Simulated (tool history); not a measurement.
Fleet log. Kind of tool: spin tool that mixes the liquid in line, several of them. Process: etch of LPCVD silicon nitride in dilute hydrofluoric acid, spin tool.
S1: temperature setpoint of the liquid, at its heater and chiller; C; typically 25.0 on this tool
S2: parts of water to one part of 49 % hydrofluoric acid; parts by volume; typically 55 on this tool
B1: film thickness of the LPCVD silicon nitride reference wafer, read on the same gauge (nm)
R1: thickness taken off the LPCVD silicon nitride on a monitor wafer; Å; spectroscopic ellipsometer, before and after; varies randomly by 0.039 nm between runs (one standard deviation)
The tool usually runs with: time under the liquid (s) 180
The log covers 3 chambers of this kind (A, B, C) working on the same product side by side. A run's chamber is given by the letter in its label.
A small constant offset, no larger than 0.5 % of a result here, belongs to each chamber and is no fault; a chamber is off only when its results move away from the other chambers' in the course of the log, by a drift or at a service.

{"run": "1B", "hour": 6.1, "S1": 25.0, "S2": 55, "time under the liquid (s)": 180, "B1": 30.018, "R1": 15.742}
{"run": "2C", "hour": 11.9, "S1": 25.0, "S2": 55, "time under the liquid (s)": 180, "B1": 30.056, "R1": 15.185}
{"run": "3A", "hour": 15.6, "S1": 25.0, "S2": 55, "time under the liquid (s)": 180, "B1": 30.025, "R1": 15.087}
{"run": "4B", "hour": 19.7, "S1": 25.0, "S2": 55, "time under the liquid (s)": 180, "B1": 30.053, "R1": 14.307}
{"run": "5C", "hour": 24.7, "S1": 25.0, "S2": 55, "time under the liquid (s)": 180, "B1": 29.958, "R1": 15.041}
{"run": "6A", "hour": 28.3, "S1": 25.0, "S2": 55, "time under the liquid (s)": 180, "B1": 30.019, "R1": 14.96}
{"run": "7B", "hour": 35.2, "S1": 25.0, "S2": 55, "time under the liquid (s)": 125, "B1": 30.011, "R1": 10.74}
{"run": "8A", "hour": 39.8, "S1": 25.0, "S2": 55, "time under the liquid (s)": 125, "B1": 29.997, "R1": 10.299}
{"run": "9C", "hour": 46.5, "S1": 25.0, "S2": 55, "time under the liquid (s)": 125, "B1": 30.016, "R1": 10.565}
{"run": "10B", "hour": 53.8, "S1": 25.0, "S2": 55, "time under the liquid (s)": 180, "B1": 29.977, "R1": 15.095}
{"run": "11A", "hour": 61.5, "S1": 25.0, "S2": 55, "time under the liquid (s)": 180, "B1": 30.01, "R1": 15.124}
{"run": "12C", "hour": 68.5, "S1": 29.5, "S2": 40, "time under the liquid (s)": 180, "B1": 30.028, "R1": 27.892}
{"run": "13C", "hour": 73.4, "S1": 29.5, "S2": 40, "time under the liquid (s)": 180, "B1": 30.033, "R1": 27.091}
{"run": "14A", "hour": 78.1, "S1": 29.5, "S2": 40, "time under the liquid (s)": 180, "B1": 30.049, "R1": 27.861}
{"run": "15B", "hour": 84.5, "S1": 25.0, "S2": 55, "time under the liquid (s)": 180, "B1": 30.05, "R1": 15.352}
{"run": "16C", "hour": 92.6, "S1": 25.0, "S2": 55, "time under the liquid (s)": 180, "B1": 30.053, "R1": 14.496}
{"run": "17A", "hour": 99.9, "S1": 25.0, "S2": 55, "time under the liquid (s)": 180, "B1": 29.989, "R1": 14.647}
{"run": "18B", "hour": 104.6, "S1": 23.0, "S2": 55, "time under the liquid (s)": 135, "B1": 30.041, "R1": 9.4584}
{"run": "19C", "hour": 108.7, "S1": 23.0, "S2": 55, "time under the liquid (s)": 135, "B1": 30.007, "R1": 10.188}
{"run": "20A", "hour": 115.3, "S1": 23.0, "S2": 55, "time under the liquid (s)": 135, "B1": 30.069, "R1": 9.5516}
{"run": "21B", "hour": 119.3, "S1": 25.0, "S2": 55, "time under the liquid (s)": 180, "B1": 30.0, "R1": 14.785}
{"run": "22A", "hour": 126.8, "S1": 25.0, "S2": 55, "time under the liquid (s)": 180, "B1": 29.99, "R1": 15.583}
{"run": "23B", "hour": 131.4, "S1": 25.0, "S2": 55, "time under the liquid (s)": 180, "B1": 29.989, "R1": 16.094}
{"run": "24C", "hour": 135.1, "S1": 29.0, "S2": 55, "time under the liquid (s)": 180, "B1": 29.991, "R1": 19.649}
{"run": "25C", "hour": 142.8, "S1": 29.0, "S2": 55, "time under the liquid (s)": 180, "B1": 30.027, "R1": 19.844}
{"run": "26A", "hour": 147.5, "S1": 29.0, "S2": 55, "time under the liquid (s)": 180, "B1": 30.037, "R1": 19.342}
{"run": "27B", "hour": 152.1, "S1": 25.0, "S2": 55, "time under the liquid (s)": 180, "B1": 29.983, "R1": 14.896}
{"run": "28C", "hour": 157.1, "S1": 27.5, "S2": 55, "time under the liquid (s)": 225, "B1": 29.95, "R1": 21.512}
{"run": "29A", "hour": 161.4, "S1": 27.5, "S2": 55, "time under the liquid (s)": 225, "B1": 29.954, "R1": 21.813}
{"run": "30B", "hour": 166.2, "S1": 27.5, "S2": 55, "time under the liquid (s)": 225, "B1": 30.021, "R1": 22.918}
{"run": "31C", "hour": 174.3, "S1": 25.0, "S2": 55, "time under the liquid (s)": 180, "B1": 30.016, "R1": 15.459}
{"run": "32B", "hour": 181.0, "S1": 25.0, "S2": 55, "time under the liquid (s)": 180, "B1": 29.974, "R1": 15.232}
{"run": "33A", "hour": 188.8, "S1": 25.0, "S2": 55, "time under the liquid (s)": 180, "B1": 29.972, "R1": 15.364}
{"run": "34C", "hour": 195.3, "S1": 25.0, "S2": 55, "time under the liquid (s)": 180, "B1": 29.987, "R1": 15.24}

Is one chamber off against the others, does the gauge drift, or is nothing wrong? If a chamber is off, say which, and what the likeliest cause is.

Neither any chamber nor the gauge drifts; the chambers differ only by their own small, steady offsets.
